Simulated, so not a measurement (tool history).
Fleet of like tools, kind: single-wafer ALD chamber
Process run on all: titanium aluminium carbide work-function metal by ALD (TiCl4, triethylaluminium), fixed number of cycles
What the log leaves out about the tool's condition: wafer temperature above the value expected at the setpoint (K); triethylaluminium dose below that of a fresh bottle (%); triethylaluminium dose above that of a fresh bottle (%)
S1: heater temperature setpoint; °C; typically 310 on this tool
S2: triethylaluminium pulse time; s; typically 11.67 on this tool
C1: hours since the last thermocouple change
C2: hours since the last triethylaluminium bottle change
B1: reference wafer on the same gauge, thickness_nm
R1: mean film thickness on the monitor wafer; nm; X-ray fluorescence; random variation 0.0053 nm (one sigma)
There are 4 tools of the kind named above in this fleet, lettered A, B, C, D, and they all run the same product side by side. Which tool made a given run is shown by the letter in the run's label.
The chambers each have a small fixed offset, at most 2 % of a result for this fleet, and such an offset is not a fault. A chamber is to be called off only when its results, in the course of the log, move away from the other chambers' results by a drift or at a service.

| run | day | S1 | S2 | C1 | C2 | B1 | R1 |
|---|---|---|---|---|---|---|---|
| 1D | 0.321 | 310 | 11.67 | 2882.4 | 80.0 | 2.2010 | 2.1460 |
| 2B | 0.921 | 310 | 11.67 | 274.6 | 871.4 | 2.1997 | 2.1287 |
| 3C | 1.550 | 310 | 11.67 | 607.5 | 408.1 | 2.2013 | 2.1280 |
| 4A | 1.875 | 310 | 11.67 | 147.4 | 55.1 | 2.2013 | 2.1221 |
| 5A | 2.288 | 310 | 11.67 | 157.3 | 65.0 | 2.1997 | 2.1233 |
| 6B | 2.688 | 310 | 11.67 | 317.0 | 913.8 | 2.2006 | 2.1240 |
| 7C | 3.217 | 310 | 11.67 | 647.5 | 448.1 | 2.2001 | 2.1187 |
| 8D | 3.729 | 310 | 11.67 | 2964.2 | 161.8 | 2.2003 | 2.1510 |
| 9D | 4.104 | 310 | 11.67 | 2973.2 | 170.8 | 2.1999 | 2.1484 |
| 10C | 4.767 | 310 | 11.67 | 684.7 | 485.3 | 2.1989 | 2.1330 |
|  | 4.883 | chamber D: thermocouple changed; heater temperature recalibrated |
| 11A | 5.350 | 310 | 11.67 | 230.8 | 138.5 | 2.1993 | 2.1294 |
| 12B | 5.875 | 310 | 11.67 | 393.5 | 990.3 | 2.2002 | 2.1277 |
| 13A | 6.508 | 310 | 11.67 | 258.6 | 166.3 | 2.2018 | 2.1274 |
| 14B | 7.112 | 323 | 14.60 | 423.2 | 1020.0 | 2.1990 | 2.2510 |
| 15C | 7.658 | 323 | 14.60 | 754.1 | 554.7 | 2.2000 | 2.2695 |
| 16D | 7.958 | 323 | 14.60 | 73.8 | 263.3 | 2.1996 | 2.2951 |
| 17C | 8.538 | 323 | 14.60 | 775.2 | 575.8 | 2.2009 | 2.2629 |
| 18D | 9.021 | 310 | 11.67 | 99.3 | 288.8 | 2.2003 | 2.1566 |
| 19A | 9.512 | 310 | 11.67 | 330.7 | 238.4 | 2.2003 | 2.1297 |
| 20B | 9.904 | 310 | 11.67 | 490.2 | 1087.0 | 2.1990 | 2.1081 |
| 21C | 10.212 | 310 | 11.67 | 815.4 | 616.0 | 2.1992 | 2.1196 |
| 22B | 10.542 | 310 | 11.67 | 505.5 | 1102.3 | 2.1994 | 2.1049 |
| 23D | 11.167 | 310 | 11.67 | 150.8 | 340.3 | 2.2009 | 2.1594 |
| 24A | 11.733 | 310 | 11.67 | 384.0 | 291.7 | 2.1994 | 2.1319 |
| 25A | 12.333 | 310 | 11.67 | 398.4 | 306.1 | 2.1994 | 2.1157 |
| 26D | 12.829 | 310 | 11.67 | 190.7 | 380.2 | 2.1993 | 2.1627 |
| 27B | 13.388 | 310 | 11.67 | 573.8 | 1170.6 | 2.1988 | 2.0782 |
| 28C | 14.008 | 310 | 7.53 | 906.5 | 707.1 | 2.2005 | 1.9965 |
| 29D | 14.338 | 310 | 7.53 | 226.9 | 416.4 | 2.1998 | 2.0205 |

Next, every chamber runs the same settings. What will each give?
| 30A | 14.817 | 310 | 15.56 |  |  |  | ? |
| 30B | 14.817 | 310 | 15.56 |  |  |  | ? |
| 30C | 14.817 | 310 | 15.56 |  |  |  | ? |
| 30D | 14.817 | 310 | 15.56 |  |  |  | ? |

| run | R1 |
|---|---|
| 30A | 2.1475 |
| 30B | 2.1323 |
| 30C | 2.1522 |
| 30D | 2.1800 |
